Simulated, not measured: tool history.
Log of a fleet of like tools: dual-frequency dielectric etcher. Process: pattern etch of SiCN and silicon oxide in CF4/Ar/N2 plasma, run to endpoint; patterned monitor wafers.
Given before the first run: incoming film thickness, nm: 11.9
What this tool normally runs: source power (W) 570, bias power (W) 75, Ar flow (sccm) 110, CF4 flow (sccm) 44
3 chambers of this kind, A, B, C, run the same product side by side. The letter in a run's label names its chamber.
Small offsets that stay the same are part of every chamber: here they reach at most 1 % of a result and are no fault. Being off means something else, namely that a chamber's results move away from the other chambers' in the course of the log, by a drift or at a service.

run,hour,source power (W),bias power (W),Ar flow (sccm),CF4 flow (sccm),hours since the last wet clean,hours since the last source power generator calibration,hours since the last bias power generator calibration,hours since the last Ar flow controller change,hours since the last CF4 flow controller change,endpoint time (s)
1C,6.6,570,75,110,44,69.6,1091.9,158.1,858.5,1813.8,11.959
# hour 11.5: chamber B: wet clean of the chamber
2A,13.1,570,75,110,44,268.4,1005.3,4673.4,2343.2,72.1,12.105
3B,21.8,570,75,110,44,10.4,2547.7,2025.4,5405.7,1962.5,12.252
4B,32.1,570,75,110,44,20.7,2558,2035.7,5416,1972.8,12.063
5C,42,570,75,110,44,105,1127.3,193.5,893.9,1849.2,11.865
6A,52.9,570,75,110,44,308.2,1045.1,4713.2,2383,111.9,12.057
7C,61,570,75,110,44,124,1146.3,212.5,912.9,1868.2,12.13
8B,70.9,570,75,110,44,59.5,2596.8,2074.5,5454.8,2011.6,11.996
9A,77.2,570,75,110,44,332.5,1069.4,4737.5,2407.3,136.2,12.058
10C,87.8,570,75,110,44,150.8,1173.1,239.3,939.7,1895,12.073
11A,97.2,570,75,110,44,352.5,1089.4,4757.5,2427.3,156.2,11.947
12B,104.3,570,75,110,44,92.9,2630.2,2107.9,5488.2,2045,12.155
# hour 112.2: chamber A: wet clean of the chamber
13A,114,570,75,110,44,1.8,1106.2,4774.3,2444.1,173,12.211
14C,123.6,570,75,110,44,186.6,1208.9,275.1,975.5,1930.8,12.2
15B,132.7,570,75,110,44,121.3,2658.6,2136.3,5516.6,2073.4,12.129
16A,140.5,570,75,110,44,28.3,1132.7,4800.8,2470.6,199.5,11.822
17C,147.3,660,65,110,44,210.3,1232.6,298.8,999.2,1954.5,11.15
18B,156.3,660,65,110,44,144.9,2682.2,2159.9,5540.2,2097,11.297
19C,165.7,660,65,110,44,228.7,1251,317.2,1017.6,1972.9,11.094
20A,172.5,570,62,110,47,60.3,1164.7,4832.8,2502.6,231.5,12.615
21B,181.6,570,62,110,47,170.2,2707.5,2185.2,5565.5,2122.3,12.839
22C,190.2,570,62,110,47,253.2,1275.5,341.7,1042.1,1997.4,12.729
23B,195.4,570,75,110,44,184,2721.3,2199,5579.3,2136.1,12
24A,206.2,570,75,90,39,94,1198.4,4866.5,2536.3,265.2,11.854

Next, all 3 chambers run the settings below, one line each with question marks for the results. What does each chamber give?
25A,214.3,570,75,110,44,,,,,,?
25B,214.3,570,75,110,44,,,,,,?
25C,214.3,570,75,110,44,,,,,,?

run,endpoint time (s)
25A,12.121
25B,11.981
25C,11.997
